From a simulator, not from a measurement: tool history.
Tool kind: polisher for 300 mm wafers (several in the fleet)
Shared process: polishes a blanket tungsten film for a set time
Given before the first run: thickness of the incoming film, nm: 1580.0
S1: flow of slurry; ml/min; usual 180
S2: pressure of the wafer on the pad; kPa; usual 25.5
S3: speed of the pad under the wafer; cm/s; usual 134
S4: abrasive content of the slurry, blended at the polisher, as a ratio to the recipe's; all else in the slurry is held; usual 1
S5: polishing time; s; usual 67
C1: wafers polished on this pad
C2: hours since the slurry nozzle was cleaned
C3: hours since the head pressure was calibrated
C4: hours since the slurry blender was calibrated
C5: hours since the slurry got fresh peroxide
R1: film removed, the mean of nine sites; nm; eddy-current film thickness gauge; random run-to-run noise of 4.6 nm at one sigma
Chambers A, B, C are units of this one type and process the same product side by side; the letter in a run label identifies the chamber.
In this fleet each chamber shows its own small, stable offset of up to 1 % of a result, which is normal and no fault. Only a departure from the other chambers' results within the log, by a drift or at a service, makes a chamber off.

run   hour   S1    S2   S3   S4  S5    C1     C2     C3     C4     C5      R1
 1B   11.4  180  25.5  134    1  67   481  174.3  365.2  122.2  126.5  463.05
 2A   18.6  180  25.5  134    1  67   285     53  260.6   39.7   37.1  469.08
      25.7  -- chamber B: slurry blender recalibrated
 3C     29  180  25.5  134    1  67  1043  261.7  384.9  309.8    140  467.42
      29.7  -- chamber B: worn pad replaced by a new one
 4C   42.7  180  25.5  134    1  67  1130  275.4  398.6  323.5  153.7  476.28
 5B   49.1  180  25.5  134    1  67   123    212  402.9   23.5  164.2  469.15
      60.1  -- chamber C: worn pad replaced by a new one
      60.5  -- chamber C: slurry blender recalibrated
 6A   60.9  180  25.5  134    1  67   553   95.3  302.9     82   79.4  465.35
      64.7  -- chamber A: slurry tank refilled with fresh slurry and peroxide
 7C   72.2  180  25.5  134    1  67    76  304.9  428.1   11.7  183.2  474.29
      76.2  -- chamber A: worn pad replaced by a new one
 8B   83.2  180  25.5  134    1  67   339  246.1    437   57.6  198.3  460.51
      89.1  -- chamber B: slurry tank refilled with fresh slurry and peroxide
 9A   93.7  180  25.5  134    1  67   110  128.1  335.7  114.8     29  471.45
10B  106.1  180  25.5  134    1  67   484    269  459.9   80.5   17.1  470.83
11A  116.7  180  25.5  134    1  67   256  151.1  358.7  137.8     52  478.27
     118.7  -- chamber B: worn pad replaced by a new one
12C    125  180  25.5  134    1  67   411  357.7  480.9   64.5    236   468.7
13C  137.4  180  25.5  134  1.2  67   489  370.1  493.3   76.9  248.4  483.34
     137.5  -- chamber A: slurry tank refilled with fresh slurry and peroxide
     138.1  -- chamber C: head pressure recalibrated
     145.5  -- chamber B: slurry blender recalibrated
14A  148.5  180  25.5  134  1.2  67   457  182.9  390.5  169.6     11  493.47
15B    156  180  25.5  134  1.2  67   236  318.9  509.8   10.6     67   486.9
16B  167.9  180  25.5  134    1  67   311  330.8  521.7   22.5   78.9   466.5
     178.7  -- chamber A: worn pad replaced by a new one
17A  181.1  180  25.5  134    1  67    15  215.5  423.1  202.2   43.6  467.91
18C  192.3  180  25.5  134    1  67   837    425   54.2  131.8  303.3   459.9
19C  203.6  180  25.5  134    1  67   908  436.3   65.5  143.1  314.6  459.83
       205  -- chamber B: worn pad replaced by a new one
     206.3  -- chamber A: slurry tank refilled with fresh slurry and peroxide
20A  212.1  180  25.5  134    1  67   211  246.5  454.1  233.2    5.9  471.27
     213.1  -- chamber A: slurry nozzle cleaned
21B  219.5  180  25.5  134    1  67    91  382.4  573.3   74.1  130.5  464.15
22C  227.5  180  25.5  134    1  67  1059  460.2   89.4    167  338.5     452
23A    238  180  25.5  134    1  67   375     25    480  259.1   31.8  479.55
24B  251.5  180  25.5  134    1  67   294  414.4  605.3  106.1  162.5  464.43
     258.1  -- chamber B: slurry tank refilled with fresh slurry and peroxide
25C    261  180  25.5  134    1  67  1271  493.7  122.9  200.5    372  456.84
     264.6  -- chamber A: worn pad replaced by a new one
26A  267.8  180  25.5  134    1  67    20   54.8  509.8  288.9   61.6  472.09
       268  -- chamber B: slurry blender recalibrated
     273.6  -- chamber A: slurry tank refilled with fresh slurry and peroxide
27B  275.2  180  25.5  134    1  67   444  438.1    629    7.2   17.1  458.92
     283.4  -- chamber C: worn pad replaced by a new one
28C  287.2  180  25.5  108    1  67    24  519.9  149.1  226.7  398.2  361.17
     291.6  -- chamber B: worn pad replaced by a new one
29A  293.6  180  25.5  108    1  67   183   80.6  535.6  314.7     20  379.63
     296.2  -- chamber A: slurry blender recalibrated
30B  303.8  180  25.5  108    1  67    77  466.7  657.6   35.8   45.7  375.83
31C  312.9  180  25.5  134    1  67   186  545.6  174.8  252.4  423.9  439.16
32A  320.6  180  25.5  134    1  67   354  107.6  562.6   24.4     47  464.32
33B  332.6  180  25.5  134    1  67   259  495.5  686.4   64.6   74.5  462.63
34C  344.6  180  25.5  134    1  67   387  577.3  206.5  284.1  455.6  438.68
35B  357.4  180  25.5  134    1  67   416  520.3  711.2   89.4   99.3  469.65
     362.6  -- chamber A: slurry tank refilled with fresh slurry and peroxide
     363.4  -- chamber A: worn pad replaced by a new one
36A  368.7  180  25.5  134    1  67    33  155.7  610.7   72.5    6.2  469.99
37C  376.3  180  25.5  134    1  67   588    609  238.2  315.8  487.3  433.34
38A  386.7  155  33.1  134    1  67   147  173.7  628.7   90.5   24.2  596.88
       387  -- chamber B: slurry blender recalibrated
39B  394.1  155  33.1  134    1  67   649    557  747.9    7.2    136   585.1

The same settings go to every chamber for the next run, one line per chamber below. Forecast the results for each:
40A   404  180  25.5  134   1  67                       ?
40B   404  180  25.5  134   1  67                       ?
40C   404  180  25.5  134   1  67                       ?

run      R1
40A  475.18
40B  459.56
40C  432.61

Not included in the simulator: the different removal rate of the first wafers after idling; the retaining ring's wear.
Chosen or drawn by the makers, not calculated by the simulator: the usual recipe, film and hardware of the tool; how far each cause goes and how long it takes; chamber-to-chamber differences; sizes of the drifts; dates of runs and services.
